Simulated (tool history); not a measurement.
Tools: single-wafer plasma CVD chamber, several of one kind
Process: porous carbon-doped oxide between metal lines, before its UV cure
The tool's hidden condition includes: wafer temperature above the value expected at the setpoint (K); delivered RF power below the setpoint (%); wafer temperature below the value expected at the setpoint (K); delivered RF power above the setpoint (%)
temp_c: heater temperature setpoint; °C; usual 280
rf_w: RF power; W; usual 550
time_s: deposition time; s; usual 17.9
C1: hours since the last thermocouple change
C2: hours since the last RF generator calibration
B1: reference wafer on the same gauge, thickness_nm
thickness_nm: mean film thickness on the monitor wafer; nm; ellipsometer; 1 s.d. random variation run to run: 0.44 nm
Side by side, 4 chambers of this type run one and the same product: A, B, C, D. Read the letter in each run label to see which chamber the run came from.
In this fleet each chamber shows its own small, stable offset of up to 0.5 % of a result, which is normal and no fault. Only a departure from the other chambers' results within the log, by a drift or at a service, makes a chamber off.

{"run": "1D", "hour": 11.6, "temp_c": 280, "rf_w": 550, "time_s": 17.9, "C1": 913.5, "C2": 1840.8, "B1": 140.97, "thickness_nm": 118.0}
{"run": "2A", "hour": 23.4, "temp_c": 280, "rf_w": 550, "time_s": 17.9, "C1": 58.0, "C2": 354.2, "B1": 140.91, "thickness_nm": 118.12}
{"hour": 24.9, "done": "chamber B: RF generator calibrated"}
{"run": "3B", "hour": 32.5, "temp_c": 280, "rf_w": 550, "time_s": 17.9, "C1": 513.5, "C2": 7.6, "B1": 140.98, "thickness_nm": 118.52}
{"run": "4C", "hour": 42.1, "temp_c": 280, "rf_w": 550, "time_s": 17.9, "C1": 2048.3, "C2": 232.9, "B1": 141.07, "thickness_nm": 118.1}
{"run": "5A", "hour": 51.2, "temp_c": 280, "rf_w": 550, "time_s": 17.9, "C1": 85.8, "C2": 382.0, "B1": 140.92, "thickness_nm": 119.05}
{"run": "6B", "hour": 63.5, "temp_c": 280, "rf_w": 550, "time_s": 17.9, "C1": 544.5, "C2": 38.6, "B1": 141.02, "thickness_nm": 118.03}
{"run": "7C", "hour": 70.9, "temp_c": 291, "rf_w": 550, "time_s": 19.2, "C1": 2077.1, "C2": 261.7, "B1": 140.87, "thickness_nm": 117.77}
{"run": "8D", "hour": 77.0, "temp_c": 291, "rf_w": 550, "time_s": 19.2, "C1": 978.9, "C2": 1906.2, "B1": 140.93, "thickness_nm": 118.85}
{"hour": 81.6, "done": "chamber C: thermocouple changed; heater temperature recalibrated"}
{"run": "9C", "hour": 89.8, "temp_c": 291, "rf_w": 550, "time_s": 19.2, "C1": 8.3, "C2": 280.6, "B1": 140.94, "thickness_nm": 117.27}
{"run": "10B", "hour": 96.5, "temp_c": 291, "rf_w": 550, "time_s": 19.2, "C1": 577.5, "C2": 71.6, "B1": 141.04, "thickness_nm": 117.9}
{"run": "11A", "hour": 107.9, "temp_c": 280, "rf_w": 550, "time_s": 17.9, "C1": 142.5, "C2": 438.7, "B1": 141.06, "thickness_nm": 118.42}
{"run": "12D", "hour": 115.2, "temp_c": 280, "rf_w": 550, "time_s": 17.9, "C1": 1017.1, "C2": 1944.4, "B1": 141.04, "thickness_nm": 119.81}
{"run": "13A", "hour": 122.9, "temp_c": 280, "rf_w": 550, "time_s": 17.9, "C1": 157.5, "C2": 453.7, "B1": 140.99, "thickness_nm": 119.3}
{"run": "14D", "hour": 136.1, "temp_c": 280, "rf_w": 550, "time_s": 17.9, "C1": 1038.0, "C2": 1965.3, "B1": 140.84, "thickness_nm": 120.27}
{"run": "15C", "hour": 146.4, "temp_c": 280, "rf_w": 550, "time_s": 17.9, "C1": 64.9, "C2": 337.2, "B1": 141.01, "thickness_nm": 118.19}
{"run": "16B", "hour": 155.6, "temp_c": 280, "rf_w": 550, "time_s": 17.9, "C1": 636.6, "C2": 130.7, "B1": 140.96, "thickness_nm": 118.38}
{"run": "17D", "hour": 161.5, "temp_c": 280, "rf_w": 550, "time_s": 17.9, "C1": 1063.4, "C2": 1990.7, "B1": 141.0, "thickness_nm": 120.13}
{"run": "18A", "hour": 173.3, "temp_c": 280, "rf_w": 550, "time_s": 16.4, "C1": 207.9, "C2": 504.1, "B1": 141.03, "thickness_nm": 110.1}
{"run": "19B", "hour": 183.7, "temp_c": 280, "rf_w": 550, "time_s": 16.4, "C1": 664.7, "C2": 158.8, "B1": 141.13, "thickness_nm": 109.04}
{"run": "20C", "hour": 194.1, "temp_c": 280, "rf_w": 550, "time_s": 16.4, "C1": 112.6, "C2": 384.9, "B1": 140.88, "thickness_nm": 108.41}
{"run": "21A", "hour": 203.0, "temp_c": 280, "rf_w": 550, "time_s": 16.4, "C1": 237.6, "C2": 533.8, "B1": 141.01, "thickness_nm": 108.82}
{"hour": 203.2, "done": "chamber D: RF generator calibrated"}
{"run": "22C", "hour": 210.8, "temp_c": 288, "rf_w": 515, "time_s": 17.9, "C1": 129.3, "C2": 401.6, "B1": 140.97, "thickness_nm": 107.28}
{"run": "23D", "hour": 222.9, "temp_c": 288, "rf_w": 515, "time_s": 17.9, "C1": 1124.8, "C2": 19.7, "B1": 141.11, "thickness_nm": 110.05}
{"run": "24B", "hour": 235.3, "temp_c": 288, "rf_w": 515, "time_s": 17.9, "C1": 716.3, "C2": 210.4, "B1": 140.98, "thickness_nm": 108.03}
{"run": "25D", "hour": 241.9, "temp_c": 288, "rf_w": 515, "time_s": 17.9, "C1": 1143.8, "C2": 38.7, "B1": 141.01, "thickness_nm": 109.71}
{"run": "26C", "hour": 253.2, "temp_c": 280, "rf_w": 550, "time_s": 17.9, "C1": 171.7, "C2": 444.0, "B1": 140.98, "thickness_nm": 117.26}
{"run": "27B", "hour": 265.8, "temp_c": 280, "rf_w": 550, "time_s": 17.9, "C1": 746.8, "C2": 240.9, "B1": 140.93, "thickness_nm": 118.8}
{"run": "28A", "hour": 275.0, "temp_c": 280, "rf_w": 550, "time_s": 20.9, "C1": 309.6, "C2": 605.8, "B1": 141.14, "thickness_nm": 138.8}
{"run": "29A", "hour": 285.9, "temp_c": 280, "rf_w": 550, "time_s": 20.9, "C1": 320.5, "C2": 616.7, "B1": 141.06, "thickness_nm": 137.91}
{"run": "30B", "hour": 292.5, "temp_c": 280, "rf_w": 550, "time_s": 20.9, "C1": 773.5, "C2": 267.6, "B1": 141.01, "thickness_nm": 136.26}
{"run": "31C", "hour": 302.7, "temp_c": 280, "rf_w": 550, "time_s": 20.9, "C1": 221.2, "C2": 493.5, "B1": 140.97, "thickness_nm": 136.96}

What goes on in this fleet: one chamber off, a drifting gauge, or nothing beyond the chambers' own small offsets? Name the chamber and the cause, if any.

Little by little, chamber D moves away from the other chambers.
Likeliest cause: wafer temperature below the value expected at the setpoint (K) = 4.02.

Below are 4 candidate recipes for chamber D's next run, each the usual settings with a change, their results shown as question marks. Which of them brings D's results back in line with what the other chambers give on the usual settings?
In line means no further than this from the other chambers' mean on the usual settings: thickness_nm 1.50 nm
{"run": "32D-1", "hour": 312.1, "temp_c": 276, "rf_w": 550, "time_s": 17.9, "thickness_nm": "?"}
{"run": "32D-2", "hour": 312.1, "temp_c": 280, "rf_w": 550, "time_s": 17.8, "thickness_nm": "?"}
{"run": "32D-3", "hour": 312.1, "temp_c": 280, "rf_w": 555, "time_s": 17.9, "thickness_nm": "?"}
{"run": "32D-4", "hour": 312.1, "temp_c": 280, "rf_w": 545, "time_s": 17.5, "thickness_nm": "?"}

What the other chambers average on the usual settings: thickness_nm 118.14 nm
run=32D-1 thickness_nm=124.70
run=32D-2 thickness_nm=120.79
run=32D-3 thickness_nm=122.17
run=32D-4 thickness_nm=118.11
Change 32D-4 lands the chamber within the allowed miss of the other chambers.
